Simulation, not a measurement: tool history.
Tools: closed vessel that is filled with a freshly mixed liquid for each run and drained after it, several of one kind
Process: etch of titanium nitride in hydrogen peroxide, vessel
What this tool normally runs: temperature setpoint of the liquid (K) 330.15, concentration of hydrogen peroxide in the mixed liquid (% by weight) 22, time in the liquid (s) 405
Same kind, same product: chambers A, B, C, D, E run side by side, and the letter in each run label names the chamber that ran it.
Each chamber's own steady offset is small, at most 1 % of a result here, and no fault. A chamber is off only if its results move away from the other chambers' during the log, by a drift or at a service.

| run | day | temperature setpoint of the liquid (K) | concentration of hydrogen peroxide in the mixed liquid (% by weight) | time in the liquid (s) | hours since the thermometer was replaced | hours since the peroxide flow meter was replaced | hours since the drum of peroxide was connected | read-back film thickness of the titanium nitride reference wafer, read on the same gauge (nm) | thickness taken off the titanium nitride on a monitor wafer (nm) |
|---|---|---|---|---|---|---|---|---|---|
| 1C | 0.217 | 330.15 | 22 | 405 | 21.4 | 341.7 | 785.8 | 59.995 | 28.991 |
| 2E | 0.442 | 330.15 | 22 | 405 | 1477.4 | 398.3 | 37.4 | 59.976 | 29.722 |
| 3D | 0.562 | 330.15 | 22 | 405 | 51.0 | 697.2 | 284.4 | 59.994 | 29.146 |
| 4A | 0.704 | 330.15 | 22 | 405 | 774.1 | 904.6 | 109.0 | 59.995 | 29.335 |
| 5B | 0.917 | 330.15 | 22 | 250 | 356.8 | 1103.4 | 430.0 | 59.962 | 17.873 |
| 6A | 1.167 | 330.15 | 22 | 250 | 785.2 | 915.7 | 120.1 | 59.991 | 18.319 |
| 7B | 1.312 | 330.15 | 22 | 250 | 366.3 | 1112.9 | 439.5 | 59.995 | 18.072 |
| 8D | 1.450 | 330.15 | 22 | 250 | 72.3 | 718.5 | 305.7 | 60.017 | 18.046 |
|  | 1.504 | chamber D: peroxide flow meter replaced |
| 9C | 1.571 | 330.15 | 22 | 250 | 53.9 | 374.2 | 818.3 | 59.993 | 17.937 |
| 10E | 1.833 | 330.15 | 22 | 315 | 1510.8 | 431.7 | 70.8 | 60.008 | 22.865 |
| 11E | 1.975 | 330.15 | 22 | 315 | 1514.2 | 435.1 | 74.2 | 59.984 | 22.868 |
| 12B | 2.171 | 330.15 | 22 | 315 | 386.9 | 1133.5 | 460.1 | 60.017 | 22.943 |
| 13A | 2.296 | 330.15 | 22 | 315 | 812.3 | 942.8 | 147.2 | 59.985 | 22.821 |
| 14D | 2.425 | 330.15 | 22 | 315 | 95.7 | 22.1 | 329.1 | 59.983 | 22.828 |
|  | 2.558 | chamber E: thermometer replaced |
| 15C | 2.650 | 330.15 | 22 | 405 | 79.8 | 400.1 | 844.2 | 59.995 | 29.522 |
| 16A | 2.783 | 330.15 | 22 | 405 | 824.0 | 954.5 | 158.9 | 59.991 | 29.574 |
| 17E | 2.912 | 330.15 | 22 | 405 | 8.5 | 457.6 | 96.7 | 59.988 | 29.493 |
|  | 3.067 | chamber A: peroxide flow meter replaced |
| 18D | 3.154 | 330.15 | 22 | 405 | 113.2 | 39.6 | 346.6 | 59.988 | 29.510 |
| 19C | 3.300 | 330.15 | 22 | 405 | 95.4 | 415.7 | 859.8 | 59.978 | 29.390 |
| 20B | 3.417 | 330.15 | 22 | 405 | 416.8 | 1163.4 | 490.0 | 60.021 | 29.267 |
| 21B | 3.567 | 330.15 | 22 | 405 | 420.4 | 1167.0 | 493.6 | 59.982 | 29.072 |
| 22D | 3.796 | 330.15 | 22 | 405 | 128.6 | 55.0 | 362.0 | 60.002 | 28.983 |
| 23C | 3.979 | 330.15 | 22 | 405 | 111.7 | 432.0 | 876.1 | 60.005 | 29.421 |
| 24E | 4.121 | 330.15 | 22 | 405 | 37.5 | 486.6 | 125.7 | 59.995 | 28.975 |
| 25A | 4.375 | 330.15 | 22 | 405 | 862.2 | 31.5 | 197.1 | 60.009 | 30.031 |
| 26B | 4.512 | 335.15 | 22 | 230 | 443.1 | 1189.7 | 516.3 | 59.984 | 23.384 |
| 27A | 4.679 | 335.15 | 22 | 230 | 869.5 | 38.8 | 204.4 | 60.007 | 24.006 |
| 28C | 4.817 | 335.15 | 22 | 230 | 131.8 | 452.1 | 896.2 | 59.999 | 23.644 |
| 29E | 5.054 | 335.15 | 22 | 230 | 59.9 | 509.0 | 148.1 | 59.985 | 23.481 |
| 30D | 5.308 | 335.15 | 22 | 230 | 164.9 | 91.3 | 398.3 | 59.985 | 23.399 |
| 31B | 5.467 | 330.15 | 22 | 405 | 466.0 | 1212.6 | 539.2 | 59.997 | 29.263 |
| 32D | 5.708 | 330.15 | 22 | 405 | 174.5 | 100.9 | 407.9 | 60.013 | 29.213 |
| 33A | 5.892 | 330.15 | 22 | 405 | 898.6 | 67.9 | 233.5 | 60.018 | 31.031 |
| 34C | 6.104 | 330.15 | 22 | 405 | 162.7 | 483.0 | 927.1 | 59.990 | 29.643 |
| 35E | 6.254 | 326.15 | 22 | 530 | 88.7 | 537.8 | 176.9 | 59.989 | 29.350 |
| 36E | 6.371 | 326.15 | 22 | 530 | 91.5 | 540.6 | 179.7 | 59.992 | 29.413 |
| 37B | 6.546 | 326.15 | 22 | 530 | 491.9 | 1238.5 | 565.1 | 59.985 | 28.950 |
| 38A | 6.712 | 326.15 | 22 | 530 | 918.3 | 87.6 | 253.2 | 59.999 | 31.001 |
| 39D | 6.892 | 326.15 | 22 | 530 | 202.9 | 129.3 | 436.3 | 59.977 | 29.028 |

The same settings go to every chamber for the next run, one line per chamber below. Forecast the results for each:
| 40A | 7.079 | 330.15 | 22 | 405 |  |  |  |  | ? |
| 40B | 7.079 | 330.15 | 22 | 405 |  |  |  |  | ? |
| 40C | 7.079 | 330.15 | 22 | 405 |  |  |  |  | ? |
| 40D | 7.079 | 330.15 | 22 | 405 |  |  |  |  | ? |
| 40E | 7.079 | 330.15 | 22 | 405 |  |  |  |  | ? |

| run | thickness taken off the titanium nitride on a monitor wafer (nm) |
|---|---|
| 40A | 31.550 |
| 40B | 29.369 |
| 40C | 29.531 |
| 40D | 29.060 |
| 40E | 29.932 |
